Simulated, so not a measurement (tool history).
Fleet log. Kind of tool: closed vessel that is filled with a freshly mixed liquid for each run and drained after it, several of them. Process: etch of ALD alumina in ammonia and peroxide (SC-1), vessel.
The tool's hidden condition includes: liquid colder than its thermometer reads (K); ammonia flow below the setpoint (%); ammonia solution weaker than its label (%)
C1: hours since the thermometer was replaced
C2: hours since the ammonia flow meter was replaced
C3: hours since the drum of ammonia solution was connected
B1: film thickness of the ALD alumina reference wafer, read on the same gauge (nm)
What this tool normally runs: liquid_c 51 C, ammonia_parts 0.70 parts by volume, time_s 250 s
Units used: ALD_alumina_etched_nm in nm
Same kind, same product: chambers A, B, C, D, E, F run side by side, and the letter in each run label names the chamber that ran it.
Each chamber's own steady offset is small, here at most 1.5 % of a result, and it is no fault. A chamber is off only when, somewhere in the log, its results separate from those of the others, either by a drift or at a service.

Run 1B, day 0.192: usual settings; C1 1569.7; C2 1275.9; C3 567.5; B1 60.020. Result: ALD_alumina_etched_nm 13.8950 nm.
Run 2C, day 0.338: usual settings; C1 55.6; C2 1882.0; C3 305.4; B1 60.014. Result: ALD_alumina_etched_nm 14.0000 nm.
Run 3D, day 0.438: usual settings; C1 679.2; C2 1061.1; C3 187.6; B1 59.997. Result: ALD_alumina_etched_nm 13.7480 nm.
Run 4E, day 0.650: usual settings; C1 275.8; C2 222.8; C3 620.4; B1 60.015. Result: ALD_alumina_etched_nm 13.7140 nm.
Run 5F, day 0.804: usual settings; C1 1015.0; C2 410.8; C3 200.7; B1 59.977. Result: ALD_alumina_etched_nm 14.2670 nm.
Run 6A, day 1.017: usual settings; C1 285.0; C2 189.7; C3 98.0; B1 59.989. Result: ALD_alumina_etched_nm 13.7240 nm.
Run 7A, day 1.238: usual settings; C1 290.3; C2 195.0; C3 103.3; B1 59.992. Result: ALD_alumina_etched_nm 13.6290 nm.
Run 8D, day 1.450: usual settings; C1 703.5; C2 1085.4; C3 211.9; B1 60.005. Result: ALD_alumina_etched_nm 13.7970 nm.
Run 9C, day 1.592: usual settings; C1 85.7; C2 1912.1; C3 335.5; B1 60.039. Result: ALD_alumina_etched_nm 13.8610 nm.
Run 10E, day 1.717: usual settings; C1 301.4; C2 248.4; C3 646.0; B1 59.985. Result: ALD_alumina_etched_nm 14.1230 nm.
Run 11F, day 1.896: usual settings; C1 1041.2; C2 437.0; C3 226.9; B1 60.039. Result: ALD_alumina_etched_nm 13.8390 nm.
Run 12B, day 2.054: usual settings; C1 1614.4; C2 1320.6; C3 612.2; B1 60.013. Result: ALD_alumina_etched_nm 13.8700 nm.
Run 13B, day 2.154: usual settings; C1 1616.8; C2 1323.0; C3 614.6; B1 60.001. Result: ALD_alumina_etched_nm 13.7660 nm.
Run 14A, day 2.288: usual settings but time_s 155 s; C1 315.5; C2 220.2; C3 128.5; B1 59.995. Result: ALD_alumina_etched_nm 8.2643 nm.
At day 2.300: chamber B: new drum of ammonia solution connected.
Run 15C, day 2.467: usual settings but time_s 155 s; C1 106.7; C2 1933.1; C3 356.5; B1 60.002. Result: ALD_alumina_etched_nm 8.5016 nm.
Run 16E, day 2.679: usual settings but time_s 155 s; C1 324.5; C2 271.5; C3 669.1; B1 59.985. Result: ALD_alumina_etched_nm 8.6449 nm.
Run 17D, day 2.825: usual settings but time_s 155 s; C1 736.5; C2 1118.4; C3 244.9; B1 60.023. Result: ALD_alumina_etched_nm 8.6843 nm.
Run 18F, day 3.033: usual settings but time_s 155 s; C1 1068.5; C2 464.3; C3 254.2; B1 59.979. Result: ALD_alumina_etched_nm 8.6136 nm.
Run 19F, day 3.200: usual settings but time_s 155 s; C1 1072.5; C2 468.3; C3 258.2; B1 60.016. Result: ALD_alumina_etched_nm 8.5388 nm.
Run 20B, day 3.412: usual settings but liquid_c 56 C, ammonia_parts 0.95 parts by volume; C1 1647.0; C2 1353.2; C3 26.8; B1 59.998. Result: ALD_alumina_etched_nm 18.7390 nm.
Run 21A, day 3.642: usual settings but liquid_c 56 C, ammonia_parts 0.95 parts by volume; C1 348.0; C2 252.7; C3 161.0; B1 60.020. Result: ALD_alumina_etched_nm 17.5620 nm.
Run 22E, day 3.788: usual settings but liquid_c 56 C, ammonia_parts 0.95 parts by volume; C1 351.1; C2 298.1; C3 695.7; B1 60.033. Result: ALD_alumina_etched_nm 18.6130 nm.
Run 23C, day 3.975: usual settings but liquid_c 56 C, ammonia_parts 0.95 parts by volume; C1 142.9; C2 1969.3; C3 392.7; B1 60.019. Result: ALD_alumina_etched_nm 18.7300 nm.
Run 24D, day 4.158: usual settings but liquid_c 56 C, ammonia_parts 0.95 parts by volume; C1 768.5; C2 1150.4; C3 276.9; B1 59.973. Result: ALD_alumina_etched_nm 18.7840 nm.
Run 25A, day 4.292: usual settings but liquid_c 56 C, ammonia_parts 0.95 parts by volume; C1 363.6; C2 268.3; C3 176.6; B1 59.991. Result: ALD_alumina_etched_nm 17.4020 nm.
Run 26B, day 4.412: usual settings; C1 1671.0; C2 1377.2; C3 50.8; B1 60.033. Result: ALD_alumina_etched_nm 13.7650 nm.
Run 27D, day 4.583: usual settings; C1 778.7; C2 1160.6; C3 287.1; B1 60.018. Result: ALD_alumina_etched_nm 14.2060 nm.
Run 28E, day 4.717: usual settings but liquid_c 44 C, time_s 345 s; C1 373.4; C2 320.4; C3 718.0; B1 60.021. Result: ALD_alumina_etched_nm 12.9180 nm.
Run 29C, day 4.912: usual settings but liquid_c 44 C, time_s 345 s; C1 165.4; C2 1991.8; C3 415.2; B1 59.988. Result: ALD_alumina_etched_nm 13.1040 nm.
Run 30F, day 5.096: usual settings but liquid_c 44 C, time_s 345 s; C1 1118.0; C2 513.8; C3 303.7; B1 59.989. Result: ALD_alumina_etched_nm 12.8950 nm.
At day 5.158: chamber C: ammonia flow meter replaced.
Run 31B, day 5.317: usual settings but liquid_c 44 C, time_s 345 s; C1 1692.7; C2 1398.9; C3 72.5; B1 59.992. Result: ALD_alumina_etched_nm 12.6850 nm.
Run 32A, day 5.496: usual settings but liquid_c 44 C, time_s 345 s; C1 392.5; C2 297.2; C3 205.5; B1 59.983. Result: ALD_alumina_etched_nm 11.8410 nm.
Run 33F, day 5.638: usual settings but liquid_c 44 C, time_s 345 s; C1 1131.0; C2 526.8; C3 316.7; B1 60.056. Result: ALD_alumina_etched_nm 13.0160 nm.
Run 34D, day 5.854: usual settings; C1 809.2; C2 1191.1; C3 317.6; B1 59.980. Result: ALD_alumina_etched_nm 13.8170 nm.
At day 5.958: chamber A: new drum of ammonia solution connected.
Run 35E, day 6.025: usual settings; C1 404.8; C2 351.8; C3 749.4; B1 60.025. Result: ALD_alumina_etched_nm 14.0240 nm.
Run 36C, day 6.246: usual settings; C1 197.4; C2 26.1; C3 447.2; B1 59.956. Result: ALD_alumina_etched_nm 13.8360 nm.
Run 37C, day 6.442: usual settings; C1 202.1; C2 30.8; C3 451.9; B1 60.013. Result: ALD_alumina_etched_nm 13.9450 nm.
Run 38A, day 6.667: usual settings; C1 420.6; C2 325.3; C3 17.0; B1 60.041. Result: ALD_alumina_etched_nm 12.2200 nm.
Run 39D, day 6.879: usual settings; C1 833.8; C2 1215.7; C3 342.2; B1 59.995. Result: ALD_alumina_etched_nm 13.8230 nm.

Each of the 6 chambers runs these same settings next. Fill in every chamber's results:
Run 40A, day 7.046: usual settings. Result: ALD_alumina_etched_nm ?.
Run 40B, day 7.046: usual settings. Result: ALD_alumina_etched_nm ?.
Run 40C, day 7.046: usual settings. Result: ALD_alumina_etched_nm ?.
Run 40D, day 7.046: usual settings. Result: ALD_alumina_etched_nm ?.
Run 40E, day 7.046: usual settings. Result: ALD_alumina_etched_nm ?.
Run 40F, day 7.046: usual settings. Result: ALD_alumina_etched_nm ?.

run  ALD_alumina_etched_nm
40A                11.9360
40B                13.8370
40C                14.0230
40D                13.9250
40E                14.1520
40F                13.9240

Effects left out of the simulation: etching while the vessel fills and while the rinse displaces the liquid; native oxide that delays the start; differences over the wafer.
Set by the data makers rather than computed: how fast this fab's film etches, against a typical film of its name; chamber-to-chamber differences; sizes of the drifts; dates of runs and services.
